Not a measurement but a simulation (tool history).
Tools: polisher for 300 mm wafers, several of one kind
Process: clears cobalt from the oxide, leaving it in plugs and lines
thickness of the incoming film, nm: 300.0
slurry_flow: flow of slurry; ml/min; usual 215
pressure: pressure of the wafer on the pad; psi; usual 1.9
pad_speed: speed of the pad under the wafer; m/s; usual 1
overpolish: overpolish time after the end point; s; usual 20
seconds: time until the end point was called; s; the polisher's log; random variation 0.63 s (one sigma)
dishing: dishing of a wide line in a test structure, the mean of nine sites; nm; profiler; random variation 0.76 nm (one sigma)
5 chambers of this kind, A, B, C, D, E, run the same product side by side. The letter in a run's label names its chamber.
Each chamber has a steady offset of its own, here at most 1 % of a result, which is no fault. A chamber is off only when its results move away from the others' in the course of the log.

{"run": "1A", "hour": 7.5, "slurry_flow": 215, "pressure": 1.9, "pad_speed": 1, "overpolish": 20, "seconds": 55.94, "dishing": 50.193}
{"run": "2E", "hour": 13.8, "slurry_flow": 215, "pressure": 1.9, "pad_speed": 1, "overpolish": 20, "seconds": 57.037, "dishing": 50.246}
{"hour": 19.4, "done": "chamber E: worn pad replaced by a new one"}
{"run": "3B", "hour": 20.2, "slurry_flow": 215, "pressure": 1.9, "pad_speed": 1, "overpolish": 20, "seconds": 57.111, "dishing": 48.846}
{"hour": 21.3, "done": "chamber C: slurry nozzle cleaned"}
{"hour": 29.5, "done": "chamber D: worn pad replaced by a new one"}
{"run": "4D", "hour": 30.6, "slurry_flow": 215, "pressure": 1.9, "pad_speed": 1, "overpolish": 20, "seconds": 58.007, "dishing": 50.143}
{"run": "5C", "hour": 37.6, "slurry_flow": 215, "pressure": 1.9, "pad_speed": 1, "overpolish": 20, "seconds": 56.975, "dishing": 50.014}
{"run": "6A", "hour": 48.4, "slurry_flow": 150, "pressure": 1.9, "pad_speed": 1, "overpolish": 20, "seconds": 61.023, "dishing": 49.461}
{"hour": 54.3, "done": "chamber B: worn pad replaced by a new one"}
{"run": "7E", "hour": 57.6, "slurry_flow": 150, "pressure": 1.9, "pad_speed": 1, "overpolish": 20, "seconds": 61.021, "dishing": 47.304}
{"hour": 65.2, "done": "chamber C: worn pad replaced by a new one"}
{"run": "8B", "hour": 69.5, "slurry_flow": 150, "pressure": 1.9, "pad_speed": 1, "overpolish": 20, "seconds": 61.248, "dishing": 49.088}
{"run": "9C", "hour": 79.5, "slurry_flow": 150, "pressure": 1.9, "pad_speed": 1, "overpolish": 20, "seconds": 59.828, "dishing": 49.248}
{"run": "10D", "hour": 88.7, "slurry_flow": 150, "pressure": 1.9, "pad_speed": 1, "overpolish": 20, "seconds": 61.387, "dishing": 48.004}
{"run": "11B", "hour": 94.1, "slurry_flow": 215, "pressure": 1.9, "pad_speed": 1, "overpolish": 20, "seconds": 57.578, "dishing": 49.37}
{"hour": 101.6, "done": "chamber D: worn pad replaced by a new one"}
{"run": "12D", "hour": 102.8, "slurry_flow": 215, "pressure": 1.9, "pad_speed": 1, "overpolish": 20, "seconds": 58.351, "dishing": 49.85}
{"run": "13E", "hour": 115.1, "slurry_flow": 215, "pressure": 1.9, "pad_speed": 1, "overpolish": 20, "seconds": 57.793, "dishing": 49.842}
{"hour": 118.8, "done": "chamber E: worn pad replaced by a new one"}
{"hour": 119.8, "done": "chamber C: head pressure recalibrated"}
{"hour": 121.2, "done": "chamber A: worn pad replaced by a new one"}
{"hour": 123.3, "done": "chamber B: worn pad replaced by a new one"}
{"run": "14A", "hour": 127.3, "slurry_flow": 215, "pressure": 1.9, "pad_speed": 1, "overpolish": 20, "seconds": 57.933, "dishing": 49.359}
{"hour": 129.1, "done": "chamber A: slurry nozzle cleaned"}
{"hour": 137.2, "done": "chamber C: worn pad replaced by a new one"}
{"run": "15C", "hour": 138.0, "slurry_flow": 215, "pressure": 1.9, "pad_speed": 1, "overpolish": 20, "seconds": 57.287, "dishing": 50.026}
{"run": "16B", "hour": 143.9, "slurry_flow": 215, "pressure": 1.9, "pad_speed": 1, "overpolish": 20, "seconds": 57.892, "dishing": 49.983}
{"run": "17E", "hour": 150.6, "slurry_flow": 215, "pressure": 1.9, "pad_speed": 1, "overpolish": 20, "seconds": 56.987, "dishing": 49.495}
{"run": "18A", "hour": 162.6, "slurry_flow": 215, "pressure": 1.9, "pad_speed": 1, "overpolish": 20, "seconds": 57.676, "dishing": 49.917}
{"run": "19C", "hour": 175.0, "slurry_flow": 215, "pressure": 1.9, "pad_speed": 1, "overpolish": 15, "seconds": 56.927, "dishing": 43.477}
{"hour": 176.8, "done": "chamber D: worn pad replaced by a new one"}
{"run": "20D", "hour": 182.8, "slurry_flow": 215, "pressure": 1.9, "pad_speed": 1, "overpolish": 15, "seconds": 57.333, "dishing": 43.47}
{"hour": 190.9, "done": "chamber B: worn pad replaced by a new one"}
{"run": "21E", "hour": 191.4, "slurry_flow": 215, "pressure": 1.9, "pad_speed": 1, "overpolish": 15, "seconds": 56.66, "dishing": 44.637}
{"hour": 194.5, "done": "chamber B: slurry nozzle cleaned"}
{"run": "22B", "hour": 201.4, "slurry_flow": 215, "pressure": 1.9, "pad_speed": 1, "overpolish": 15, "seconds": 57.33, "dishing": 43.444}
{"run": "23C", "hour": 209.1, "slurry_flow": 215, "pressure": 1.9, "pad_speed": 1, "overpolish": 15, "seconds": 57.215, "dishing": 43.252}
{"hour": 213.0, "done": "chamber B: head pressure recalibrated"}
{"run": "24D", "hour": 218.4, "slurry_flow": 215, "pressure": 1.9, "pad_speed": 1, "overpolish": 20, "seconds": 57.102, "dishing": 48.993}
{"hour": 218.8, "done": "chamber C: worn pad replaced by a new one"}
{"hour": 226.6, "done": "chamber E: worn pad replaced by a new one"}
{"run": "25A", "hour": 226.9, "slurry_flow": 215, "pressure": 1.9, "pad_speed": 1, "overpolish": 20, "seconds": 57.698, "dishing": 50.589}
{"run": "26E", "hour": 233.5, "slurry_flow": 215, "pressure": 1.9, "pad_speed": 1.32, "overpolish": 28, "seconds": 41.764, "dishing": 58.847}
{"hour": 233.9, "done": "chamber A: worn pad replaced by a new one"}
{"hour": 237.1, "done": "chamber A: head pressure recalibrated"}
{"hour": 240.4, "done": "chamber D: worn pad replaced by a new one"}
{"run": "27A", "hour": 241.5, "slurry_flow": 215, "pressure": 1.9, "pad_speed": 1.32, "overpolish": 28, "seconds": 42.908, "dishing": 58.366}
{"run": "28D", "hour": 250.2, "slurry_flow": 215, "pressure": 1.9, "pad_speed": 1.32, "overpolish": 28, "seconds": 43.473, "dishing": 58.567}
{"run": "29C", "hour": 259.7, "slurry_flow": 215, "pressure": 1.9, "pad_speed": 1.32, "overpolish": 28, "seconds": 43.597, "dishing": 56.235}
{"hour": 260.9, "done": "chamber D: head pressure recalibrated"}
{"hour": 264.1, "done": "chamber B: worn pad replaced by a new one"}
{"run": "30B", "hour": 271.9, "slurry_flow": 215, "pressure": 1.9, "pad_speed": 1.32, "overpolish": 28, "seconds": 43.691, "dishing": 58.164}
{"run": "31B", "hour": 278.8, "slurry_flow": 270, "pressure": 1.9, "pad_speed": 1, "overpolish": 28, "seconds": 54.981, "dishing": 57.58}
{"run": "32E", "hour": 284.8, "slurry_flow": 270, "pressure": 1.9, "pad_speed": 1, "overpolish": 28, "seconds": 53.051, "dishing": 55.062}
{"hour": 286.8, "done": "chamber C: worn pad replaced by a new one"}
{"run": "33C", "hour": 295.4, "slurry_flow": 270, "pressure": 1.9, "pad_speed": 1, "overpolish": 28, "seconds": 56.239, "dishing": 56.024}
{"run": "34A", "hour": 307.8, "slurry_flow": 270, "pressure": 1.9, "pad_speed": 1, "overpolish": 28, "seconds": 55.96, "dishing": 55.039}
{"hour": 315.1, "done": "chamber E: slurry nozzle cleaned"}
{"run": "35D", "hour": 317.3, "slurry_flow": 270, "pressure": 1.9, "pad_speed": 1, "overpolish": 28, "seconds": 56.495, "dishing": 54.861}
{"run": "36C", "hour": 322.7, "slurry_flow": 215, "pressure": 1.9, "pad_speed": 1, "overpolish": 20, "seconds": 56.177, "dishing": 51.033}
{"hour": 325.8, "done": "chamber D: worn pad replaced by a new one"}
{"run": "37D", "hour": 332.5, "slurry_flow": 215, "pressure": 1.9, "pad_speed": 1, "overpolish": 20, "seconds": 57.612, "dishing": 50.191}
{"run": "38E", "hour": 338.8, "slurry_flow": 215, "pressure": 1.9, "pad_speed": 1, "overpolish": 20, "seconds": 52.49, "dishing": 50.421}
{"hour": 339.7, "done": "chamber B: worn pad replaced by a new one"}
{"run": "39B", "hour": 349.6, "slurry_flow": 215, "pressure": 1.9, "pad_speed": 1, "overpolish": 20, "seconds": 57.27, "dishing": 50.949}
{"run": "40A", "hour": 358.1, "slurry_flow": 215, "pressure": 1.9, "pad_speed": 0.9, "overpolish": 20, "seconds": 64.787, "dishing": 47.417}
{"hour": 363.1, "done": "chamber A: worn pad replaced by a new one"}
{"run": "41A", "hour": 368.2, "slurry_flow": 215, "pressure": 1.9, "pad_speed": 0.9, "overpolish": 20, "seconds": 62.554, "dishing": 48.689}
{"run": "42B", "hour": 374.0, "slurry_flow": 215, "pressure": 1.9, "pad_speed": 0.9, "overpolish": 20, "seconds": 64.096, "dishing": 50.011}

Is one chamber off against the others, does the gauge drift, or is nothing wrong? If a chamber is off, say which, and what the likeliest cause is.

Chamber E drifts away from the others.
Cause: head's pressure above its setpoint, % = 10.3.

Here are 4 candidates for chamber E's next run, each the usual settings with a change, their results left as question marks. Which one brings its results back in line with what the others give on the usual settings?
In line means no further than this from the other chambers' mean on the usual settings: seconds 2.2 s; dishing 2.7 nm
{"run": "43E-1", "hour": 382.9, "slurry_flow": 215, "pressure": 2, "pad_speed": 1.04, "overpolish": 20, "seconds": "?", "dishing": "?"}
{"run": "43E-2", "hour": 382.9, "slurry_flow": 215, "pressure": 1.9, "pad_speed": 1.02, "overpolish": 20, "seconds": "?", "dishing": "?"}
{"run": "43E-3", "hour": 382.9, "slurry_flow": 215, "pressure": 1.8, "pad_speed": 0.96, "overpolish": 20, "seconds": "?", "dishing": "?"}
{"run": "43E-4", "hour": 382.9, "slurry_flow": 215, "pressure": 1.9, "pad_speed": 0.98, "overpolish": 20, "seconds": "?", "dishing": "?"}

The other chambers' mean on the usual settings: seconds 57.342 s; dishing 49.741 nm
run=43E-1 seconds=47.769 dishing=52.454
run=43E-2 seconds=51.239 dishing=51.343
run=43E-3 seconds=57.448 dishing=49.364
run=43E-4 seconds=53.348 dishing=50.667
43E-3 brings the chamber back in line.

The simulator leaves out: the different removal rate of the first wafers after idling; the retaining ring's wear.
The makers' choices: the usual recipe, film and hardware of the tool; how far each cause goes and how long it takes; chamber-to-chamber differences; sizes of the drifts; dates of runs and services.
